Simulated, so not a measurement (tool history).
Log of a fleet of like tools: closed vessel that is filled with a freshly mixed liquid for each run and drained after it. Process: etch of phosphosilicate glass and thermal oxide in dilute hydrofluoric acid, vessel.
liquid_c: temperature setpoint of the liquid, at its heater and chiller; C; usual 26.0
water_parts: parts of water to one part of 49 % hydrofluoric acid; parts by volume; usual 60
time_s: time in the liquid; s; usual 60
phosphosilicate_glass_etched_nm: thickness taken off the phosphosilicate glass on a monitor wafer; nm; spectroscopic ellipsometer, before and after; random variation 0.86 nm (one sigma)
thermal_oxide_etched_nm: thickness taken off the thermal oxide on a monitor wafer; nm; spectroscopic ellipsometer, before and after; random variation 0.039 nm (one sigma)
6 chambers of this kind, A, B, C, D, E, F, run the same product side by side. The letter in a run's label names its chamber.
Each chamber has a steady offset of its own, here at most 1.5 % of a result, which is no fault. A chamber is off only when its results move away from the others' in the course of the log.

run,hour,liquid_c,water_parts,time_s,hours since the thermometer was replaced,hours since the hydrofluoric acid flow meter was replaced,"read-back film thickness of the phosphosilicate glass reference wafer, read on the same gauge (nm)","read-back film thickness of the thermal oxide reference wafer, read on the same gauge (nm)",phosphosilicate_glass_etched_nm,thermal_oxide_etched_nm
1A,6.3,26.0,60,60,1086.5,11.0,90.032,129.99,92.647,5.7380
2E,12.1,26.0,60,60,783.3,1092.6,89.998,130.03,89.880,5.6950
# hour 13.9: chamber B: hydrofluoric acid flow meter replaced
3F,15.6,26.0,60,60,823.3,1571.3,90.008,129.97,92.070,5.7668
4B,21.2,26.0,60,60,813.2,7.3,89.997,130.00,92.343,5.6380
5D,26.5,26.0,60,60,1294.7,1720.5,89.979,130.01,91.828,5.6449
6C,33.0,26.0,60,60,101.5,1524.5,89.991,129.99,89.260,5.6835
7F,38.6,26.0,60,60,846.3,1594.3,89.995,130.00,91.802,5.7624
8B,43.7,26.0,60,60,835.7,29.8,89.989,130.00,91.168,5.6027
9C,47.4,26.0,60,60,115.9,1538.9,89.980,130.01,90.308,5.6892
10A,51.2,26.0,60,60,1131.4,55.9,89.986,129.99,90.503,5.6531
11D,56.1,26.0,60,60,1324.3,1750.1,89.992,129.97,90.960,5.6153
12E,61.3,26.0,60,60,832.5,1141.8,90.016,130.01,91.082,5.7931
13E,67.8,26.0,60,60,839.0,1148.3,89.996,129.98,91.631,5.6710
14D,72.7,26.0,60,60,1340.9,1766.7,89.981,130.01,90.211,5.6091
15C,77.3,26.0,60,60,145.8,1568.8,90.006,130.00,90.877,5.7320
16B,82.9,26.0,60,60,874.9,69.0,89.998,130.00,90.558,5.6496
17A,85.8,26.0,60,60,1166.0,90.5,90.017,129.98,91.578,5.7058
18F,90.2,26.0,60,60,897.9,1645.9,89.997,129.98,91.363,5.7476
19A,95.5,26.0,60,60,1175.7,100.2,90.003,130.01,90.820,5.6569
20C,98.5,29.5,60,45,167.0,1590.0,89.979,129.98,76.990,4.9310
21F,103.3,29.5,60,45,911.0,1659.0,90.034,129.98,78.670,4.9551
# hour 106.3: chamber F: hydrofluoric acid flow meter replaced
22D,108.1,29.5,60,45,1376.3,1802.1,90.000,130.02,80.135,4.8388
23E,114.6,29.5,60,45,885.8,1195.1,90.008,130.01,79.880,4.9636
24B,119.9,29.5,60,45,911.9,106.0,90.001,129.99,77.429,4.8517
25D,124.1,29.5,60,45,1392.3,1818.1,89.990,129.98,78.462,4.8571
26F,128.1,26.0,60,60,935.8,21.8,90.025,130.01,90.964,5.6960
27A,133.7,26.0,60,60,1213.9,138.4,89.980,130.00,90.669,5.7875
28E,137.8,26.0,60,60,909.0,1218.3,90.002,130.00,90.278,5.7052
29C,142.3,26.0,60,60,210.8,1633.8,89.988,130.02,90.275,5.6611
30B,145.7,26.0,60,60,937.7,131.8,90.001,130.00,92.666,5.6193
31B,150.7,26.0,60,60,942.7,136.8,90.016,130.00,91.359,5.6009
32C,154.2,26.0,60,85,222.7,1645.7,90.038,130.00,128.350,8.0612
33A,159.9,26.0,60,85,1240.1,164.6,89.981,129.99,127.900,8.0626
34E,162.9,26.0,60,85,934.1,1243.4,89.990,130.00,127.800,8.2232
35D,168.2,26.0,60,85,1436.4,1862.2,90.009,130.01,130.020,7.9374
36F,174.3,26.0,60,85,982.0,68.0,90.001,130.02,128.790,8.1174
37E,178.6,26.0,60,85,949.8,1259.1,89.992,129.99,128.660,8.1112
38D,184.8,26.0,60,60,1453.0,1878.8,89.995,130.03,90.306,5.6914
39F,190.1,28.5,60,30,997.8,83.8,89.976,130.01,51.146,3.1816
40B,193.8,28.5,60,30,985.8,179.9,89.992,130.02,50.915,3.1011
41C,199.1,28.5,60,30,267.6,1690.6,89.992,130.02,49.874,3.1489
42A,205.3,28.5,60,30,1285.5,210.0,90.009,129.99,49.151,3.1504
43D,209.9,28.5,60,30,1478.1,1903.9,90.007,129.99,50.454,3.0738

What goes on in this fleet: one chamber off, a drifting gauge, or nothing beyond the chambers' own small offsets? Name the chamber and the cause, if any.

No chamber stands off beyond its own small offset, and the gauge holds steady.
